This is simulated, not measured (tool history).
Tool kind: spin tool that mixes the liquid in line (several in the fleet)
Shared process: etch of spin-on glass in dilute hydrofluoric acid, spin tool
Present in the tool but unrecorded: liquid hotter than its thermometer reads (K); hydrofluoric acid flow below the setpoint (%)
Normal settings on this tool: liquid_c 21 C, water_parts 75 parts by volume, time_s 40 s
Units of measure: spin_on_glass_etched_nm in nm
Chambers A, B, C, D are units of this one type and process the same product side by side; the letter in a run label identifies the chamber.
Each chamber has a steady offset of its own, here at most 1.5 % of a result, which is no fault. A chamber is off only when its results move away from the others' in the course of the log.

run,hour,liquid_c,water_parts,time_s,hours since the thermometer was replaced,hours since the hydrofluoric acid flow meter was replaced,"read-back film thickness of the spin-on glass reference wafer, read on the same gauge (nm)",spin_on_glass_etched_nm
1C,6.3,21,75,40,898.1,1405.4,150.01,27.169
2B,13.4,21,75,40,985.1,335.6,149.99,27.324
3D,23.6,21,75,40,405.1,664.7,150,27.05
4A,30.1,21,75,40,401.2,1982.5,150.02,26.648
5B,38.9,21,75,40,1010.6,361.1,150.01,27.311
6C,46.7,21,75,40,938.5,1445.8,150.02,27.186
# hour 55.2: chamber B: thermometer replaced
7A,56.4,21,75,40,427.5,2008.8,150.01,27.121
8D,61.1,21,75,40,442.6,702.2,150.01,26.615
9B,67.6,21,75,40,12.4,389.8,150.02,27.121
# hour 68.5: chamber C: hydrofluoric acid flow meter replaced
10D,73.2,21,75,30,454.7,714.3,150,20.251
11A,82.9,21,75,30,454,2035.3,149.98,20.366
12C,90.1,21,75,30,981.9,21.7,150,20.497
13A,94.7,21,75,30,465.8,2047.1,150.01,20.138
14B,100.2,21,75,40,45,422.4,150,26.831
15C,109.3,21,75,40,1001.1,40.9,150,27.332
16D,115.7,21,75,40,497.2,756.8,150,26.367
17A,124.4,21,75,40,495.5,2076.8,149.99,27.188
18C,132.2,21,75,40,1024,63.8,149.97,27.391
19B,142.6,21,75,40,87.4,464.8,150.02,26.792
20D,147.4,21,75,40,528.9,788.5,150.01,26.338
21B,154.5,21,75,40,99.3,476.7,150.01,26.895
22C,159.4,21,75,40,1051.2,91,150,27.138
23A,166.3,21,75,40,537.4,2118.7,149.98,26.767
24D,176.5,21,75,40,558,817.6,150,25.512
25D,184.4,21,75,40,565.9,825.5,150,25.468
26B,190.4,21,75,40,135.2,512.6,149.99,26.677
27A,199.5,24,75,50,570.6,2151.9,149.99,38.785
28C,208.4,24,75,50,1100.2,140,150.01,38.948
29C,215.3,24,75,50,1107.1,146.9,150.03,39.292
30D,222.2,24,75,50,603.7,863.3,150.01,35.588
31B,227.7,21,75,40,172.5,549.9,149.99,27.278

Next, all 4 chambers run the settings below, one line each with question marks for the results. What does each chamber give?
32A,235.3,21,75,40,,,,?
32B,235.3,21,75,40,,,,?
32C,235.3,21,75,40,,,,?
32D,235.3,21,75,40,,,,?

run,spin_on_glass_etched_nm
32A,26.885
32B,27.412
32C,27.385
32D,24.582

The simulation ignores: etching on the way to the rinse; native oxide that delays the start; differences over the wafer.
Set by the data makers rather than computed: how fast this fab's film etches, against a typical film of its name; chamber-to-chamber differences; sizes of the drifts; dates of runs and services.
